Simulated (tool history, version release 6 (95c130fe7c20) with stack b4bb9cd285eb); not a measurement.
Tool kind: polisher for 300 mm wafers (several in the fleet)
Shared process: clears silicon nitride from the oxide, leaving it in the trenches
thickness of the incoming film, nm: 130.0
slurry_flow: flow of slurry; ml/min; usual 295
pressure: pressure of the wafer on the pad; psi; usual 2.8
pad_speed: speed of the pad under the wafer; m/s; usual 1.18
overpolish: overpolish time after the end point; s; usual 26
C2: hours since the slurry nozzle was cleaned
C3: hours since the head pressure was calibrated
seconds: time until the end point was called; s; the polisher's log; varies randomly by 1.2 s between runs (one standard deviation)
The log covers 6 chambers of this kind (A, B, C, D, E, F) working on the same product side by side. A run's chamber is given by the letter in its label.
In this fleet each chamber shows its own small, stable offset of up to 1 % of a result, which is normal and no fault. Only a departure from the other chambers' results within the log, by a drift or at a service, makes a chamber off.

run 1F hour=6.9 | slurry_flow=295 pressure=2.8 pad_speed=1.18 overpolish=26 | wafers_polished_on_this_pad=325 C2=39.2 C3=1171.4 | seconds=136.87
run 2D hour=18.7 | slurry_flow=295 pressure=2.8 pad_speed=1.18 overpolish=26 | wafers_polished_on_this_pad=1268 C2=868.0 C3=326.0 | seconds=136.77
run 3B hour=25.2 | slurry_flow=295 pressure=2.8 pad_speed=1.18 overpolish=26 | wafers_polished_on_this_pad=499 C2=367.5 C3=564.5 | seconds=138.82
-- hour=28.5 chamber B: slurry nozzle cleaned
-- hour=30.8 chamber D: worn pad replaced by a new one
run 4C hour=34.1 | slurry_flow=295 pressure=2.8 pad_speed=1.18 overpolish=26 | wafers_polished_on_this_pad=431 C2=447.5 C3=111.7 | seconds=137.96
run 5E hour=40.9 | slurry_flow=295 pressure=2.8 pad_speed=1.18 overpolish=26 | wafers_polished_on_this_pad=867 C2=204.3 C3=209.3 | seconds=139.66
run 6A hour=54.2 | slurry_flow=295 pressure=2.8 pad_speed=1.18 overpolish=26 | wafers_polished_on_this_pad=498 C2=175.5 C3=1494.3 | seconds=138.79
-- hour=55.5 chamber B: worn pad replaced by a new one
-- hour=63.0 chamber A: slurry nozzle cleaned
run 7D hour=63.2 | slurry_flow=295 pressure=2.8 pad_speed=1.18 overpolish=26 | wafers_polished_on_this_pad=283 C2=912.5 C3=370.5 | seconds=138.38
-- hour=63.6 chamber C: worn pad replaced by a new one
run 8E hour=71.3 | slurry_flow=295 pressure=2.8 pad_speed=1.18 overpolish=26 | wafers_polished_on_this_pad=1133 C2=234.7 C3=239.7 | seconds=137.60
-- hour=75.0 chamber A: worn pad replaced by a new one
run 9A hour=81.1 | slurry_flow=295 pressure=2.8 pad_speed=1.18 overpolish=26 | wafers_polished_on_this_pad=53 C2=18.2 C3=1521.2 | seconds=138.39
run 10B hour=88.8 | slurry_flow=295 pressure=2.8 pad_speed=1.18 overpolish=26 | wafers_polished_on_this_pad=291 C2=60.3 C3=628.1 | seconds=138.08
-- hour=91.8 chamber E: worn pad replaced by a new one
-- hour=96.0 chamber D: slurry nozzle cleaned
run 11C hour=100.3 | slurry_flow=295 pressure=2.8 pad_speed=1.18 overpolish=26 | wafers_polished_on_this_pad=321 C2=513.7 C3=177.9 | seconds=139.47
-- hour=102.5 chamber F: worn pad replaced by a new one
run 12F hour=111.3 | slurry_flow=295 pressure=2.8 pad_speed=1.18 overpolish=26 | wafers_polished_on_this_pad=77 C2=143.6 C3=1275.8 | seconds=136.01
run 13B hour=119.7 | slurry_flow=295 pressure=2.8 pad_speed=1.18 overpolish=26 | wafers_polished_on_this_pad=562 C2=91.2 C3=659.0 | seconds=136.40
-- hour=122.9 chamber B: head pressure recalibrated
-- hour=125.0 chamber B: worn pad replaced by a new one
run 14E hour=132.7 | slurry_flow=295 pressure=2.8 pad_speed=1.18 overpolish=36 | wafers_polished_on_this_pad=358 C2=296.1 C3=301.1 | seconds=137.16
-- hour=144.4 chamber C: worn pad replaced by a new one
run 15D hour=144.5 | slurry_flow=295 pressure=2.8 pad_speed=1.18 overpolish=36 | wafers_polished_on_this_pad=995 C2=48.5 C3=451.8 | seconds=138.53
-- hour=150.8 chamber F: head pressure recalibrated
run 16C hour=150.8 | slurry_flow=295 pressure=2.8 pad_speed=1.18 overpolish=36 | wafers_polished_on_this_pad=56 C2=564.2 C3=228.4 | seconds=135.26
-- hour=153.1 chamber A: head pressure recalibrated
run 17A hour=161.3 | slurry_flow=295 pressure=2.8 pad_speed=1.18 overpolish=36 | wafers_polished_on_this_pad=755 C2=98.4 C3=8.3 | seconds=135.92
-- hour=163.1 chamber D: head pressure recalibrated
-- hour=169.3 chamber A: worn pad replaced by a new one
run 18F hour=172.8 | slurry_flow=295 pressure=2.8 pad_speed=1.18 overpolish=36 | wafers_polished_on_this_pad=614 C2=205.1 C3=22.0 | seconds=135.18
run 19C hour=178.5 | slurry_flow=295 pressure=2.8 pad_speed=1.18 overpolish=36 | wafers_polished_on_this_pad=298 C2=591.9 C3=256.1 | seconds=137.15
run 20E hour=188.6 | slurry_flow=295 pressure=2.8 pad_speed=1.56 overpolish=26 | wafers_polished_on_this_pad=847 C2=352.0 C3=357.0 | seconds=105.65
run 21D hour=199.2 | slurry_flow=295 pressure=2.8 pad_speed=1.56 overpolish=26 | wafers_polished_on_this_pad=1473 C2=103.2 C3=36.2 | seconds=102.96
-- hour=204.8 chamber D: worn pad replaced by a new one
-- hour=205.5 chamber B: worn pad replaced by a new one
run 22A hour=208.5 | slurry_flow=295 pressure=2.8 pad_speed=1.56 overpolish=26 | wafers_polished_on_this_pad=342 C2=145.6 C3=55.5 | seconds=103.92
-- hour=208.7 chamber E: head pressure recalibrated
-- hour=216.0 chamber C: worn pad replaced by a new one
run 23F hour=217.6 | slurry_flow=295 pressure=2.8 pad_speed=1.56 overpolish=26 | wafers_polished_on_this_pad=1006 C2=249.9 C3=66.8 | seconds=104.85
-- hour=223.1 chamber C: slurry nozzle cleaned
run 24B hour=224.6 | slurry_flow=295 pressure=2.8 pad_speed=1.56 overpolish=26 | wafers_polished_on_this_pad=167 C2=196.1 C3=101.7 | seconds=116.40
-- hour=232.0 chamber E: worn pad replaced by a new one
run 25A hour=234.5 | slurry_flow=295 pressure=2.8 pad_speed=1.56 overpolish=26 | wafers_polished_on_this_pad=570 C2=171.6 C3=81.5 | seconds=104.56
run 26E hour=240.6 | slurry_flow=295 pressure=2.8 pad_speed=1.18 overpolish=26 | wafers_polished_on_this_pad=76 C2=404.0 C3=32.0 | seconds=138.81
run 27F hour=251.4 | slurry_flow=295 pressure=2.8 pad_speed=1.18 overpolish=26 | wafers_polished_on_this_pad=1302 C2=283.7 C3=100.6 | seconds=136.33
-- hour=255.3 chamber F: worn pad replaced by a new one
-- hour=259.3 chamber A: slurry nozzle cleaned
run 28C hour=262.3 | slurry_flow=295 pressure=2.8 pad_speed=1.18 overpolish=26 | wafers_polished_on_this_pad=405 C2=39.3 C3=339.9 | seconds=138.00
-- hour=262.8 chamber A: worn pad replaced by a new one
-- hour=274.7 chamber B: worn pad replaced by a new one
run 29D hour=274.7 | slurry_flow=295 pressure=2.8 pad_speed=1.18 overpolish=26 | wafers_polished_on_this_pad=612 C2=178.7 C3=111.7 | seconds=137.45
run 30B hour=282.8 | slurry_flow=295 pressure=2.8 pad_speed=1.18 overpolish=26 | wafers_polished_on_this_pad=70 C2=254.3 C3=159.9 | seconds=153.81
run 31F hour=291.5 | slurry_flow=295 pressure=2.8 pad_speed=1.18 overpolish=26 | wafers_polished_on_this_pad=317 C2=323.8 C3=140.7 | seconds=136.84
-- hour=293.2 chamber C: worn pad replaced by a new one
run 32C hour=301.2 | slurry_flow=295 pressure=2.8 pad_speed=1.18 overpolish=26 | wafers_polished_on_this_pad=70 C2=78.2 C3=378.8 | seconds=139.41
run 33D hour=309.9 | slurry_flow=295 pressure=2.8 pad_speed=1.18 overpolish=26 | wafers_polished_on_this_pad=920 C2=213.9 C3=146.9 | seconds=136.09
run 34A hour=317.0 | slurry_flow=295 pressure=2.8 pad_speed=1.18 overpolish=26 | wafers_polished_on_this_pad=474 C2=57.8 C3=164.0 | seconds=138.57
run 35E hour=330.4 | slurry_flow=295 pressure=2.8 pad_speed=1.18 overpolish=26 | wafers_polished_on_this_pad=861 C2=493.8 C3=121.8 | seconds=139.14
-- hour=342.1 chamber A: worn pad replaced by a new one
run 36B hour=343.2 | slurry_flow=295 pressure=2.8 pad_speed=1.18 overpolish=26 | wafers_polished_on_this_pad=599 C2=314.7 C3=220.3 | seconds=154.36
run 37A hour=349.0 | slurry_flow=295 pressure=2.8 pad_speed=1.18 overpolish=26 | wafers_polished_on_this_pad=60 C2=89.8 C3=196.0 | seconds=138.50
run 38B hour=356.7 | slurry_flow=295 pressure=2.8 pad_speed=1.18 overpolish=26 | wafers_polished_on_this_pad=717 C2=328.2 C3=233.8 | seconds=152.99
-- hour=358.7 chamber D: worn pad replaced by a new one
run 39D hour=367.5 | slurry_flow=295 pressure=2.8 pad_speed=1.18 overpolish=26 | wafers_polished_on_this_pad=77 C2=271.5 C3=204.5 | seconds=137.87
-- hour=371.4 chamber C: worn pad replaced by a new one
-- hour=373.3 chamber E: worn pad replaced by a new one
run 40E hour=373.7 | slurry_flow=295 pressure=2.8 pad_speed=1.18 overpolish=26 | wafers_polished_on_this_pad=4 C2=537.1 C3=165.1 | seconds=140.51
run 41F hour=380.1 | slurry_flow=295 pressure=2.8 pad_speed=1.18 overpolish=26 | wafers_polished_on_this_pad=1092 C2=412.4 C3=229.3 | seconds=137.68
run 42C hour=389.5 | slurry_flow=295 pressure=2.8 pad_speed=1.18 overpolish=26 | wafers_polished_on_this_pad=158 C2=166.5 C3=467.1 | seconds=137.39

Read the log: is a single chamber off, either drifting away or since a service, is the gauge that measures every chamber drifting, or is nothing wrong beyond small per-chamber offsets? Name any odd chamber and what most likely caused it.

Chamber B has stood off from the others ever since a service on it.
What lies behind it: head's pressure below its setpoint, % = 10.5.

Here are 4 candidates for chamber B's next run, each the usual settings with a change, their results left as question marks. Which one brings its results back in line with what the others give on the usual settings?
In line here means within this much of the mean the other chambers give on the usual settings: seconds 4.20 s
run 43B-1 hour=399.1 | slurry_flow=295 pressure=3.0 pad_speed=1.24 overpolish=26 | seconds=?
run 43B-2 hour=399.1 | slurry_flow=295 pressure=2.5 pad_speed=1.18 overpolish=26 | seconds=?
run 43B-3 hour=399.1 | slurry_flow=295 pressure=2.8 pad_speed=1.24 overpolish=26 | seconds=?
run 43B-4 hour=399.1 | slurry_flow=175 pressure=2.8 pad_speed=1.18 overpolish=26 | seconds=?

On the usual settings, the other chambers give on average: seconds 137.80 s
run=43B-1 seconds=137.19
run=43B-2 seconds=173.26
run=43B-3 seconds=147.09
run=43B-4 seconds=164.03
The answer is 43B-1, which returns the chamber to within the allowed miss of the others.

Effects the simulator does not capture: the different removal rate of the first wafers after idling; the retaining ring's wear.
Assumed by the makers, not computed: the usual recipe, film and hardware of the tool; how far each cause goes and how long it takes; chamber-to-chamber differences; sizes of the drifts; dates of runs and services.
